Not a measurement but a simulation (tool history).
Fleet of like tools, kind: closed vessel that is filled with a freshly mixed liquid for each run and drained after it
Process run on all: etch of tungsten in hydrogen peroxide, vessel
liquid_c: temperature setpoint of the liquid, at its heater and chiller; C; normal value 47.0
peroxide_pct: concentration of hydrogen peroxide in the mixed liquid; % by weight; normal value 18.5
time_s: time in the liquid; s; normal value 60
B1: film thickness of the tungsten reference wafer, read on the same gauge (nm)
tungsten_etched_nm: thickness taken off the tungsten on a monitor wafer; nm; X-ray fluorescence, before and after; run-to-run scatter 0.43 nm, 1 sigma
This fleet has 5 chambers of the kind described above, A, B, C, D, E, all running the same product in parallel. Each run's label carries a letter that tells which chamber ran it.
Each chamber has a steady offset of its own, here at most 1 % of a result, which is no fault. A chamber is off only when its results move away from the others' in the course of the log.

{"run": "1A", "hour": 11.1, "liquid_c": 47.0, "peroxide_pct": 18.5, "time_s": 60, "B1": 29.997, "tungsten_etched_nm": 71.234}
{"run": "2C", "hour": 20.0, "liquid_c": 47.0, "peroxide_pct": 18.5, "time_s": 60, "B1": 30.006, "tungsten_etched_nm": 71.635}
{"run": "3B", "hour": 31.6, "liquid_c": 47.0, "peroxide_pct": 18.5, "time_s": 60, "B1": 30.014, "tungsten_etched_nm": 71.092}
{"run": "4D", "hour": 46.3, "liquid_c": 47.0, "peroxide_pct": 18.5, "time_s": 60, "B1": 29.973, "tungsten_etched_nm": 71.97}
{"run": "5E", "hour": 56.2, "liquid_c": 47.0, "peroxide_pct": 18.5, "time_s": 60, "B1": 29.994, "tungsten_etched_nm": 72.522}
{"run": "6B", "hour": 70.9, "liquid_c": 47.0, "peroxide_pct": 18.5, "time_s": 60, "B1": 29.999, "tungsten_etched_nm": 72.153}
{"run": "7D", "hour": 80.5, "liquid_c": 47.0, "peroxide_pct": 18.5, "time_s": 60, "B1": 30.015, "tungsten_etched_nm": 71.895}
{"run": "8A", "hour": 95.4, "liquid_c": 47.0, "peroxide_pct": 18.5, "time_s": 60, "B1": 29.974, "tungsten_etched_nm": 71.296}
{"run": "9C", "hour": 106.7, "liquid_c": 47.0, "peroxide_pct": 18.5, "time_s": 60, "B1": 30.009, "tungsten_etched_nm": 71.3}
{"run": "10E", "hour": 120.3, "liquid_c": 47.0, "peroxide_pct": 18.5, "time_s": 60, "B1": 30.002, "tungsten_etched_nm": 72.111}
{"run": "11D", "hour": 128.3, "liquid_c": 47.0, "peroxide_pct": 18.5, "time_s": 60, "B1": 30.023, "tungsten_etched_nm": 72.014}
{"run": "12B", "hour": 138.1, "liquid_c": 47.0, "peroxide_pct": 18.5, "time_s": 60, "B1": 30.007, "tungsten_etched_nm": 72.078}
{"hour": 140.8, "done": "chamber C: thermometer replaced"}
{"run": "13A", "hour": 153.5, "liquid_c": 47.0, "peroxide_pct": 18.5, "time_s": 60, "B1": 29.993, "tungsten_etched_nm": 72.227}
{"run": "14C", "hour": 164.5, "liquid_c": 47.0, "peroxide_pct": 18.5, "time_s": 60, "B1": 30.004, "tungsten_etched_nm": 71.504}
{"run": "15E", "hour": 178.1, "liquid_c": 47.0, "peroxide_pct": 18.5, "time_s": 60, "B1": 30.052, "tungsten_etched_nm": 73.011}
{"run": "16E", "hour": 185.5, "liquid_c": 47.0, "peroxide_pct": 18.5, "time_s": 60, "B1": 30.015, "tungsten_etched_nm": 72.751}
{"hour": 185.7, "done": "chamber A: new drum of peroxide connected"}
{"run": "17A", "hour": 201.5, "liquid_c": 47.0, "peroxide_pct": 18.5, "time_s": 60, "B1": 29.993, "tungsten_etched_nm": 72.58}
{"run": "18C", "hour": 211.2, "liquid_c": 47.0, "peroxide_pct": 18.5, "time_s": 60, "B1": 29.992, "tungsten_etched_nm": 71.331}
{"run": "19B", "hour": 220.8, "liquid_c": 47.0, "peroxide_pct": 18.5, "time_s": 60, "B1": 30.034, "tungsten_etched_nm": 72.181}
{"run": "20D", "hour": 231.6, "liquid_c": 47.0, "peroxide_pct": 18.5, "time_s": 60, "B1": 29.988, "tungsten_etched_nm": 71.903}
{"run": "21D", "hour": 245.0, "liquid_c": 47.0, "peroxide_pct": 18.5, "time_s": 60, "B1": 29.956, "tungsten_etched_nm": 73.171}
{"run": "22C", "hour": 259.1, "liquid_c": 47.0, "peroxide_pct": 18.5, "time_s": 60, "B1": 29.998, "tungsten_etched_nm": 70.794}
{"run": "23E", "hour": 274.1, "liquid_c": 47.0, "peroxide_pct": 18.5, "time_s": 60, "B1": 29.98, "tungsten_etched_nm": 72.956}
{"run": "24B", "hour": 285.8, "liquid_c": 47.0, "peroxide_pct": 18.5, "time_s": 60, "B1": 29.983, "tungsten_etched_nm": 72.233}
{"run": "25A", "hour": 298.7, "liquid_c": 47.0, "peroxide_pct": 18.5, "time_s": 60, "B1": 29.972, "tungsten_etched_nm": 74.799}
{"hour": 312.5, "done": "chamber C: new drum of peroxide connected"}
{"run": "26B", "hour": 312.9, "liquid_c": 47.0, "peroxide_pct": 18.5, "time_s": 60, "B1": 30.019, "tungsten_etched_nm": 71.807}
{"run": "27D", "hour": 326.9, "liquid_c": 47.0, "peroxide_pct": 18.5, "time_s": 60, "B1": 30.002, "tungsten_etched_nm": 72.191}
{"run": "28A", "hour": 341.6, "liquid_c": 47.0, "peroxide_pct": 18.5, "time_s": 60, "B1": 29.963, "tungsten_etched_nm": 73.522}
{"run": "29C", "hour": 353.7, "liquid_c": 47.0, "peroxide_pct": 18.5, "time_s": 60, "B1": 29.973, "tungsten_etched_nm": 72.227}
{"run": "30E", "hour": 370.1, "liquid_c": 47.0, "peroxide_pct": 18.5, "time_s": 60, "B1": 29.991, "tungsten_etched_nm": 73.199}
{"hour": 372.9, "done": "chamber D: new drum of peroxide connected"}
{"run": "31C", "hour": 378.3, "liquid_c": 47.0, "peroxide_pct": 18.5, "time_s": 60, "B1": 29.973, "tungsten_etched_nm": 71.59}
{"run": "32D", "hour": 393.3, "liquid_c": 47.0, "peroxide_pct": 18.5, "time_s": 60, "B1": 30.019, "tungsten_etched_nm": 71.935}
{"run": "33A", "hour": 407.9, "liquid_c": 47.0, "peroxide_pct": 18.5, "time_s": 95, "B1": 29.953, "tungsten_etched_nm": 118.69}
{"run": "34B", "hour": 421.2, "liquid_c": 47.0, "peroxide_pct": 18.5, "time_s": 95, "B1": 30.029, "tungsten_etched_nm": 114.12}
{"run": "35E", "hour": 437.1, "liquid_c": 47.0, "peroxide_pct": 18.5, "time_s": 95, "B1": 30.021, "tungsten_etched_nm": 115.13}
{"run": "36D", "hour": 447.3, "liquid_c": 47.0, "peroxide_pct": 18.5, "time_s": 95, "B1": 30.005, "tungsten_etched_nm": 116.11}
{"run": "37C", "hour": 459.6, "liquid_c": 47.0, "peroxide_pct": 18.5, "time_s": 95, "B1": 30.005, "tungsten_etched_nm": 113.03}
{"run": "38A", "hour": 468.5, "liquid_c": 47.0, "peroxide_pct": 18.5, "time_s": 60, "B1": 30.018, "tungsten_etched_nm": 76.811}
{"run": "39E", "hour": 476.6, "liquid_c": 47.0, "peroxide_pct": 18.5, "time_s": 60, "B1": 29.984, "tungsten_etched_nm": 72.417}
{"run": "40B", "hour": 491.5, "liquid_c": 50.5, "peroxide_pct": 14.0, "time_s": 60, "B1": 30.0, "tungsten_etched_nm": 77.802}
{"run": "41C", "hour": 507.8, "liquid_c": 50.5, "peroxide_pct": 14.0, "time_s": 60, "B1": 29.962, "tungsten_etched_nm": 77.952}
{"run": "42B", "hour": 515.0, "liquid_c": 50.5, "peroxide_pct": 14.0, "time_s": 60, "B1": 30.032, "tungsten_etched_nm": 77.877}

Each of the 5 chambers runs these same settings next. Fill in every chamber's results:
{"run": "43A", "hour": 526.8, "liquid_c": 47.0, "peroxide_pct": 18.5, "time_s": 60, "tungsten_etched_nm": "?"}
{"run": "43B", "hour": 526.8, "liquid_c": 47.0, "peroxide_pct": 18.5, "time_s": 60, "tungsten_etched_nm": "?"}
{"run": "43C", "hour": 526.8, "liquid_c": 47.0, "peroxide_pct": 18.5, "time_s": 60, "tungsten_etched_nm": "?"}
{"run": "43D", "hour": 526.8, "liquid_c": 47.0, "peroxide_pct": 18.5, "time_s": 60, "tungsten_etched_nm": "?"}
{"run": "43E", "hour": 526.8, "liquid_c": 47.0, "peroxide_pct": 18.5, "time_s": 60, "tungsten_etched_nm": "?"}

run=43A tungsten_etched_nm=75.852
run=43B tungsten_etched_nm=71.793
run=43C tungsten_etched_nm=71.183
run=43D tungsten_etched_nm=72.794
run=43E tungsten_etched_nm=72.921
